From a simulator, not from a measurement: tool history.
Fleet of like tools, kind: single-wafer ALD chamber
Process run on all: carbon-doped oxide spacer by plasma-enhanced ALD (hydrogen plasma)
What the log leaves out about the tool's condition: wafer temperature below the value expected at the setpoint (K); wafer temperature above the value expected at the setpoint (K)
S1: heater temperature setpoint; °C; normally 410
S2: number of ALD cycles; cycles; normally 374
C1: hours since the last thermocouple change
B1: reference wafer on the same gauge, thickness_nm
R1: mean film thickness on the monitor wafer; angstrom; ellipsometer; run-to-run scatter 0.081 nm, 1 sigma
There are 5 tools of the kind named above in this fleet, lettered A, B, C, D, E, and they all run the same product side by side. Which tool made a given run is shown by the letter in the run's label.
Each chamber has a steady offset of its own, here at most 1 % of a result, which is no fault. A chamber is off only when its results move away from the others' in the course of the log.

run 1E day=0.175 | S1=410 S2=374 | C1=142.5 | B1=15.088 | R1=182.51
run 2D day=0.5 | S1=410 S2=374 | C1=643.6 | B1=15.1 | R1=181.17
run 3C day=0.679 | S1=410 S2=374 | C1=752.4 | B1=15.098 | R1=180.26
run 4A day=0.85 | S1=410 S2=374 | C1=469 | B1=15.123 | R1=181.9
run 5B day=1.075 | S1=410 S2=374 | C1=2177.3 | B1=15.092 | R1=181.64
run 6D day=1.329 | S1=424 S2=445 | C1=663.5 | B1=15.095 | R1=204.86
run 7E day=1.562 | S1=424 S2=445 | C1=175.8 | B1=15.096 | R1=208.05
run 8C day=1.825 | S1=424 S2=445 | C1=779.9 | B1=15.081 | R1=204.52
run 9A day=2.025 | S1=424 S2=445 | C1=497.2 | B1=15.094 | R1=208.29
run 10B day=2.3 | S1=424 S2=445 | C1=2206.7 | B1=15.11 | R1=207.65
run 11B day=2.604 | S1=410 S2=418 | C1=2214 | B1=15.112 | R1=203.97
run 12C day=2.938 | S1=410 S2=418 | C1=806.6 | B1=15.099 | R1=201.13
run 13E day=3.167 | S1=410 S2=418 | C1=214.3 | B1=15.101 | R1=204.57
run 14D day=3.329 | S1=410 S2=418 | C1=711.5 | B1=15.095 | R1=202
run 15A day=3.521 | S1=410 S2=418 | C1=533.1 | B1=15.094 | R1=205.05
run 16E day=3.771 | S1=410 S2=374 | C1=228.8 | B1=15.108 | R1=183.3
run 17C day=4.021 | S1=410 S2=374 | C1=832.6 | B1=15.09 | R1=179.29
run 18B day=4.229 | S1=410 S2=403 | C1=2253 | B1=15.111 | R1=197.78
run 19A day=4.412 | S1=410 S2=403 | C1=554.5 | B1=15.081 | R1=196.1
run 20D day=4.717 | S1=410 S2=403 | C1=744.8 | B1=15.092 | R1=194.69
run 21C day=4.921 | S1=410 S2=403 | C1=854.2 | B1=15.091 | R1=196.06
run 22E day=5.088 | S1=410 S2=403 | C1=260.4 | B1=15.099 | R1=197.62
run 23A day=5.438 | S1=410 S2=374 | C1=579.1 | B1=15.11 | R1=183.92
run 24B day=5.796 | S1=397 S2=374 | C1=2290.6 | B1=15.12 | R1=188.79
run 25D day=6.054 | S1=397 S2=374 | C1=776.9 | B1=15.11 | R1=185.72
run 26B day=6.3 | S1=397 S2=374 | C1=2302.7 | B1=15.096 | R1=189.22
run 27A day=6.621 | S1=397 S2=374 | C1=607.5 | B1=15.097 | R1=188.13
run 28C day=6.788 | S1=397 S2=374 | C1=899 | B1=15.084 | R1=186.12
run 29D day=6.967 | S1=410 S2=374 | C1=798.8 | B1=15.1 | R1=181.3
run 30E day=7.262 | S1=410 S2=374 | C1=312.6 | B1=15.096 | R1=183.76
run 31A day=7.529 | S1=410 S2=374 | C1=629.3 | B1=15.089 | R1=182.94
run 32C day=7.879 | S1=410 S2=374 | C1=925.2 | B1=15.098 | R1=180.63
run 33E day=8.075 | S1=410 S2=374 | C1=332.1 | B1=15.097 | R1=183.78
run 34B day=8.238 | S1=410 S2=374 | C1=2349.2 | B1=15.103 | R1=182.35
run 35D day=8.492 | S1=410 S2=374 | C1=835.4 | B1=15.09 | R1=180.41
run 36B day=8.692 | S1=410 S2=374 | C1=2360.1 | B1=15.097 | R1=183.9
run 37E day=8.875 | S1=410 S2=374 | C1=351.3 | B1=15.107 | R1=183.79
run 38D day=9.088 | S1=410 S2=374 | C1=849.7 | B1=15.104 | R1=181.24
run 39C day=9.421 | S1=410 S2=374 | C1=962.2 | B1=15.09 | R1=181.94
run 40A day=9.762 | S1=395 S2=423 | C1=682.9 | B1=15.099 | R1=212.76
run 41C day=10.088 | S1=395 S2=423 | C1=978.2 | B1=15.107 | R1=210.76
run 42E day=10.408 | S1=395 S2=423 | C1=388.1 | B1=15.103 | R1=213.09
run 43B day=10.625 | S1=395 S2=423 | C1=2406.5 | B1=15.097 | R1=212.21

Is one chamber out of step, is the gauge drifting, or do the chambers differ by no more than their own small offsets? For an off chamber, give its letter and the likeliest cause.

Beyond each chamber's small constant offset nothing stands out, and the gauge stays steady.

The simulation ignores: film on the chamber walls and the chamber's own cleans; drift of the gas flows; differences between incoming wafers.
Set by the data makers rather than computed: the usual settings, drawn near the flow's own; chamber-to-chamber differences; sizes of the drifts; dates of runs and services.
